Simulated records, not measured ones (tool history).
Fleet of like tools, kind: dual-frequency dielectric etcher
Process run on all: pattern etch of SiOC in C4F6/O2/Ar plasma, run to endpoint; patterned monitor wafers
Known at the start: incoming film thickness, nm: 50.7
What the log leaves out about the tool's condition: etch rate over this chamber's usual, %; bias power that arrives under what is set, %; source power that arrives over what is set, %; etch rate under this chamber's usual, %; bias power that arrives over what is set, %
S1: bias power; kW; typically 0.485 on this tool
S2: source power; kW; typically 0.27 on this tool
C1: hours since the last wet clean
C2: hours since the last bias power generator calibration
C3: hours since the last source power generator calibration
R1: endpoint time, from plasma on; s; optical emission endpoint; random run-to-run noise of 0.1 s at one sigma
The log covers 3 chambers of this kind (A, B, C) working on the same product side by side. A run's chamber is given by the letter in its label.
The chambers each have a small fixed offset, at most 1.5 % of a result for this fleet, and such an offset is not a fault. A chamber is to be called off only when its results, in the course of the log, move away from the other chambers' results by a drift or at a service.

run 1A hour=5.3 | S1=0.485 S2=0.27 | C1=102.8 C2=1541.8 C3=821.4 | R1=19.972
run 2B hour=9.4 | S1=0.485 S2=0.27 | C1=383.8 C2=3519.1 C3=1572.8 | R1=20.05
run 3C hour=14.9 | S1=0.485 S2=0.27 | C1=329.2 C2=1271.5 C3=2982.6 | R1=20.004
run 4C hour=21.4 | S1=0.485 S2=0.27 | C1=335.7 C2=1278 C3=2989.1 | R1=19.983
run 5B hour=27.9 | S1=0.485 S2=0.27 | C1=402.3 C2=3537.6 C3=1591.3 | R1=19.811
run 6A hour=35 | S1=0.485 S2=0.27 | C1=132.5 C2=1571.5 C3=851.1 | R1=19.535
run 7B hour=42.4 | S1=0.485 S2=0.27 | C1=416.8 C2=3552.1 C3=1605.8 | R1=20.134
run 8A hour=47.1 | S1=0.485 S2=0.27 | C1=144.6 C2=1583.6 C3=863.2 | R1=19.792
run 9C hour=51.3 | S1=0.485 S2=0.27 | C1=365.6 C2=1307.9 C3=3019 | R1=20.027
run 10C hour=59.1 | S1=0.485 S2=0.27 | C1=373.4 C2=1315.7 C3=3026.8 | R1=19.791
run 11B hour=66.1 | S1=0.485 S2=0.27 | C1=440.5 C2=3575.8 C3=1629.5 | R1=20.141
run 12A hour=73.7 | S1=0.485 S2=0.27 | C1=171.2 C2=1610.2 C3=889.8 | R1=19.84
run 13A hour=80.2 | S1=0.485 S2=0.27 | C1=177.7 C2=1616.7 C3=896.3 | R1=19.661
run 14B hour=87.6 | S1=0.485 S2=0.27 | C1=462 C2=3597.3 C3=1651 | R1=20.123
run 15C hour=95.2 | S1=0.485 S2=0.27 | C1=409.5 C2=1351.8 C3=3062.9 | R1=20.126
run 16A hour=99.1 | S1=0.485 S2=0.27 | C1=196.6 C2=1635.6 C3=915.2 | R1=19.986
-- hour=104.2 chamber B: wet clean of the chamber
run 17B hour=108 | S1=0.485 S2=0.27 | C1=3.9 C2=3617.7 C3=1671.4 | R1=20.828
run 18C hour=111.9 | S1=0.485 S2=0.27 | C1=426.2 C2=1368.5 C3=3079.6 | R1=19.973
run 19B hour=116.4 | S1=0.485 S2=0.27 | C1=12.3 C2=3626.1 C3=1679.8 | R1=21.209
run 20C hour=125.2 | S1=0.485 S2=0.27 | C1=439.5 C2=1381.8 C3=3092.9 | R1=19.894
run 21A hour=131.2 | S1=0.485 S2=0.27 | C1=228.7 C2=1667.7 C3=947.3 | R1=19.508
run 22B hour=139.9 | S1=0.485 S2=0.27 | C1=35.8 C2=3649.6 C3=1703.3 | R1=20.949
run 23C hour=146.8 | S1=0.485 S2=0.27 | C1=461.1 C2=1403.4 C3=3114.5 | R1=20.037
run 24A hour=152.9 | S1=0.485 S2=0.27 | C1=250.4 C2=1689.4 C3=969 | R1=19.916
run 25A hour=158.2 | S1=0.485 S2=0.27 | C1=255.7 C2=1694.7 C3=974.3 | R1=19.583
run 26B hour=162.2 | S1=0.381 S2=0.27 | C1=58.1 C2=3671.9 C3=1725.6 | R1=22.81
run 27C hour=170.4 | S1=0.381 S2=0.27 | C1=484.7 C2=1427 C3=3138.1 | R1=21.836

Next, all 3 chambers run the settings below, one line each with question marks for the results. What does each chamber give?
run 28A hour=176.7 | S1=0.568 S2=0.27 | R1=?
run 28B hour=176.7 | S1=0.568 S2=0.27 | R1=?
run 28C hour=176.7 | S1=0.568 S2=0.27 | R1=?

run=28A R1=18.595
run=28B R1=19.855
run=28C R1=18.695

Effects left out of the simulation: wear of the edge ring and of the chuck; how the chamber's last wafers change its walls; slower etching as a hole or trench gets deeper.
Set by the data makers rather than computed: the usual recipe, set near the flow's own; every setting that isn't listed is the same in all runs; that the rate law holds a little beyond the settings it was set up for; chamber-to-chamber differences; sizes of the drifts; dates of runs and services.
